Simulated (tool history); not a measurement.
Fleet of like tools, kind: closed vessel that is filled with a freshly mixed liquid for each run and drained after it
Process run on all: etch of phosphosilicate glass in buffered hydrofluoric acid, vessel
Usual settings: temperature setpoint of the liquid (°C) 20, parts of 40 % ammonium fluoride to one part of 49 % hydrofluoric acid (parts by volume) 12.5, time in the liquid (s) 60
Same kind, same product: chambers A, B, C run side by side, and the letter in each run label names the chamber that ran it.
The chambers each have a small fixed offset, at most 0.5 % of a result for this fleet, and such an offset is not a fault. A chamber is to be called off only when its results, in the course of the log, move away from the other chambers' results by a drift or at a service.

run,day,temperature setpoint of the liquid (°C),parts of 40 % ammonium fluoride to one part of 49 % hydrofluoric acid (parts by volume),time in the liquid (s),hours since the thermometer was replaced,hours since the hydrofluoric acid flow meter was replaced,"read-back film thickness of the phosphosilicate glass reference wafer, read on the same gauge (nm)",thickness taken off the phosphosilicate glass on a monitor wafer (Å)
1B,0.521,20,12.5,60,494.0,1954.4,69.979,1540.10
2A,0.962,20,12.5,60,50.0,1244.0,70.006,1550.10
3C,1.488,20,12.5,60,614.0,483.5,69.984,1539.30
4A,1.921,20,12.5,60,73.0,1267.0,69.974,1541.80
5C,2.392,20,12.5,60,635.7,505.2,70.013,1539.80
6B,2.779,20,12.5,60,548.2,2008.6,69.989,1537.40
7A,3.071,20,12.5,60,100.6,1294.6,70.043,1552.80
8C,3.350,18,12.5,35,658.7,528.2,70.029,803.79
9B,3.879,18,12.5,35,574.6,2035.0,69.994,802.30
10C,4.408,18,12.5,35,684.1,553.6,70.025,798.16
11A,4.925,22,12.5,75,145.1,1339.1,70.024,2158.60
12B,5.488,22,12.5,75,613.2,2073.6,70.033,2157.40
13C,5.975,22,12.5,75,721.7,591.2,69.994,2153.70
14B,6.388,20,12.5,60,634.8,2095.2,70.015,1537.40
# day 6.429: chamber B: thermometer replaced
15A,6.783,20,12.5,60,189.7,1383.7,70.007,1551.00
16A,7.383,20,12.5,60,204.1,1398.1,69.927,1543.80
17C,7.875,20,12.5,60,767.3,636.8,69.989,1534.50
18B,8.408,20,12.5,60,47.6,2143.7,69.983,1542.10
19B,8.862,20,12.5,60,58.5,2154.6,69.967,1535.60
20C,9.267,20,12.5,60,800.7,670.2,69.988,1538.10
21A,9.596,20,12.5,95,257.2,1451.2,70.011,2447.50
22C,9.867,20,12.5,95,815.1,684.6,69.977,2449.80

Which is it: a chamber that has drifted or been left off by a service, a gauge drift common to all chambers, or only each chamber's usual small offset? If a chamber is off, name it and its likeliest cause.

Beyond each chamber's small constant offset nothing stands out, and the gauge stays steady.

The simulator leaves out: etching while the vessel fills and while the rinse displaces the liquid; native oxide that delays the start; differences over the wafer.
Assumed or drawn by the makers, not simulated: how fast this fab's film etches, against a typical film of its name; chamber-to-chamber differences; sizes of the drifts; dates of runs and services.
